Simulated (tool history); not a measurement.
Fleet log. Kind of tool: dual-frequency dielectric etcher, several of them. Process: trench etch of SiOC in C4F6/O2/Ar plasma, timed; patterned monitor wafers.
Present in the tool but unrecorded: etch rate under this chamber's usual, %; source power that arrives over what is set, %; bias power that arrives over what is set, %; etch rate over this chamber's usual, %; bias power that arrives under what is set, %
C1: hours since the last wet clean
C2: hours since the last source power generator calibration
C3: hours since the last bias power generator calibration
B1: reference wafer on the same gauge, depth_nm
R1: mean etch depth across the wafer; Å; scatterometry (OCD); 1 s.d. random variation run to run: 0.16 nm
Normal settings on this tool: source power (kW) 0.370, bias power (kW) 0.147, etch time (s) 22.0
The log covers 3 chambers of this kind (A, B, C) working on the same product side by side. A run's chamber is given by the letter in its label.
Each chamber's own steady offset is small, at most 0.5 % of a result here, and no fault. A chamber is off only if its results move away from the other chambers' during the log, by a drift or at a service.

run 1B hour=3.6 | source_power_(kW)=0.370 bias_power_(kW)=0.147 etch_time_(s)=22.0 | C1=225.1 C2=1026.4 C3=582.4 | B1=33.510 | R1=415.47
run 2A hour=8.5 | source_power_(kW)=0.370 bias_power_(kW)=0.147 etch_time_(s)=22.0 | C1=351.0 C2=575.9 C3=1617.1 | B1=33.467 | R1=421.22
run 3C hour=14.3 | source_power_(kW)=0.370 bias_power_(kW)=0.147 etch_time_(s)=22.0 | C1=318.6 C2=1175.7 C3=2501.9 | B1=33.551 | R1=414.71
run 4C hour=20.0 | source_power_(kW)=0.370 bias_power_(kW)=0.147 etch_time_(s)=22.0 | C1=324.3 C2=1181.4 C3=2507.6 | B1=33.514 | R1=416.61
run 5B hour=26.2 | source_power_(kW)=0.320 bias_power_(kW)=0.147 etch_time_(s)=22.0 | C1=247.7 C2=1049.0 C3=605.0 | B1=33.530 | R1=390.46
run 6A hour=32.8 | source_power_(kW)=0.320 bias_power_(kW)=0.147 etch_time_(s)=22.0 | C1=375.3 C2=600.2 C3=1641.4 | B1=33.523 | R1=391.97
run 7A hour=37.0 | source_power_(kW)=0.320 bias_power_(kW)=0.147 etch_time_(s)=22.0 | C1=379.5 C2=604.4 C3=1645.6 | B1=33.489 | R1=394.59
run 8B hour=40.7 | source_power_(kW)=0.370 bias_power_(kW)=0.147 etch_time_(s)=22.0 | C1=262.2 C2=1063.5 C3=619.5 | B1=33.484 | R1=418.53
run 9C hour=47.5 | source_power_(kW)=0.370 bias_power_(kW)=0.147 etch_time_(s)=22.0 | C1=351.8 C2=1208.9 C3=2535.1 | B1=33.551 | R1=415.47
run 10A hour=53.7 | source_power_(kW)=0.370 bias_power_(kW)=0.147 etch_time_(s)=22.0 | C1=396.2 C2=621.1 C3=1662.3 | B1=33.501 | R1=417.00
run 11B hour=60.5 | source_power_(kW)=0.370 bias_power_(kW)=0.147 etch_time_(s)=22.0 | C1=282.0 C2=1083.3 C3=639.3 | B1=33.533 | R1=416.46
run 12C hour=66.2 | source_power_(kW)=0.370 bias_power_(kW)=0.147 etch_time_(s)=22.0 | C1=370.5 C2=1227.6 C3=2553.8 | B1=33.478 | R1=411.63
run 13B hour=72.8 | source_power_(kW)=0.370 bias_power_(kW)=0.147 etch_time_(s)=22.0 | C1=294.3 C2=1095.6 C3=651.6 | B1=33.486 | R1=418.71
run 14C hour=79.5 | source_power_(kW)=0.370 bias_power_(kW)=0.147 etch_time_(s)=22.0 | C1=383.8 C2=1240.9 C3=2567.1 | B1=33.511 | R1=418.11
run 15A hour=83.0 | source_power_(kW)=0.370 bias_power_(kW)=0.147 etch_time_(s)=22.0 | C1=425.5 C2=650.4 C3=1691.6 | B1=33.473 | R1=416.90
run 16B hour=90.9 | source_power_(kW)=0.370 bias_power_(kW)=0.147 etch_time_(s)=22.0 | C1=312.4 C2=1113.7 C3=669.7 | B1=33.526 | R1=418.38
run 17C hour=94.3 | source_power_(kW)=0.370 bias_power_(kW)=0.147 etch_time_(s)=22.0 | C1=398.6 C2=1255.7 C3=2581.9 | B1=33.499 | R1=415.23
run 18A hour=98.3 | source_power_(kW)=0.370 bias_power_(kW)=0.147 etch_time_(s)=22.0 | C1=440.8 C2=665.7 C3=1706.9 | B1=33.485 | R1=416.72
run 19A hour=106.1 | source_power_(kW)=0.460 bias_power_(kW)=0.147 etch_time_(s)=22.0 | C1=448.6 C2=673.5 C3=1714.7 | B1=33.517 | R1=453.83
run 20B hour=111.3 | source_power_(kW)=0.460 bias_power_(kW)=0.147 etch_time_(s)=22.0 | C1=332.8 C2=1134.1 C3=690.1 | B1=33.448 | R1=453.35
-- hour=114.5 chamber B: wet clean of the chamber
run 21C hour=119.1 | source_power_(kW)=0.460 bias_power_(kW)=0.147 etch_time_(s)=22.0 | C1=423.4 C2=1280.5 C3=2606.7 | B1=33.458 | R1=452.62
run 22A hour=125.1 | source_power_(kW)=0.370 bias_power_(kW)=0.147 etch_time_(s)=22.0 | C1=467.6 C2=692.5 C3=1733.7 | B1=33.484 | R1=415.78
-- hour=128.8 chamber C: wet clean of the chamber
run 23C hour=130.5 | source_power_(kW)=0.300 bias_power_(kW)=0.147 etch_time_(s)=15.5 | C1=1.8 C2=1291.9 C3=2618.1 | B1=33.521 | R1=267.69
run 24B hour=135.2 | source_power_(kW)=0.300 bias_power_(kW)=0.147 etch_time_(s)=15.5 | C1=20.7 C2=1158.0 C3=714.0 | B1=33.496 | R1=267.54
run 25B hour=138.8 | source_power_(kW)=0.300 bias_power_(kW)=0.147 etch_time_(s)=15.5 | C1=24.3 C2=1161.6 C3=717.6 | B1=33.513 | R1=267.22
run 26C hour=146.0 | source_power_(kW)=0.370 bias_power_(kW)=0.147 etch_time_(s)=22.0 | C1=17.3 C2=1307.4 C3=2633.6 | B1=33.500 | R1=414.76
run 27A hour=151.7 | source_power_(kW)=0.370 bias_power_(kW)=0.147 etch_time_(s)=22.0 | C1=494.2 C2=719.1 C3=1760.3 | B1=33.497 | R1=416.28
run 28B hour=157.2 | source_power_(kW)=0.370 bias_power_(kW)=0.147 etch_time_(s)=22.0 | C1=42.7 C2=1180.0 C3=736.0 | B1=33.515 | R1=416.14
run 29C hour=164.8 | source_power_(kW)=0.370 bias_power_(kW)=0.147 etch_time_(s)=22.0 | C1=36.1 C2=1326.2 C3=2652.4 | B1=33.484 | R1=412.75
run 30A hour=171.7 | source_power_(kW)=0.370 bias_power_(kW)=0.147 etch_time_(s)=22.0 | C1=514.2 C2=739.1 C3=1780.3 | B1=33.519 | R1=417.05
run 31B hour=178.0 | source_power_(kW)=0.370 bias_power_(kW)=0.147 etch_time_(s)=22.0 | C1=63.5 C2=1200.8 C3=756.8 | B1=33.488 | R1=416.12
run 32A hour=181.4 | source_power_(kW)=0.450 bias_power_(kW)=0.147 etch_time_(s)=20.0 | C1=523.9 C2=748.8 C3=1790.0 | B1=33.463 | R1=409.57

Predict what each chamber gives when all 3 of them run the settings below next.
run 33A hour=187.0 | source_power_(kW)=0.370 bias_power_(kW)=0.147 etch_time_(s)=22.0 | R1=?
run 33B hour=187.0 | source_power_(kW)=0.370 bias_power_(kW)=0.147 etch_time_(s)=22.0 | R1=?
run 33C hour=187.0 | source_power_(kW)=0.370 bias_power_(kW)=0.147 etch_time_(s)=22.0 | R1=?

run=33A R1=415.94
run=33B R1=419.67
run=33C R1=413.19

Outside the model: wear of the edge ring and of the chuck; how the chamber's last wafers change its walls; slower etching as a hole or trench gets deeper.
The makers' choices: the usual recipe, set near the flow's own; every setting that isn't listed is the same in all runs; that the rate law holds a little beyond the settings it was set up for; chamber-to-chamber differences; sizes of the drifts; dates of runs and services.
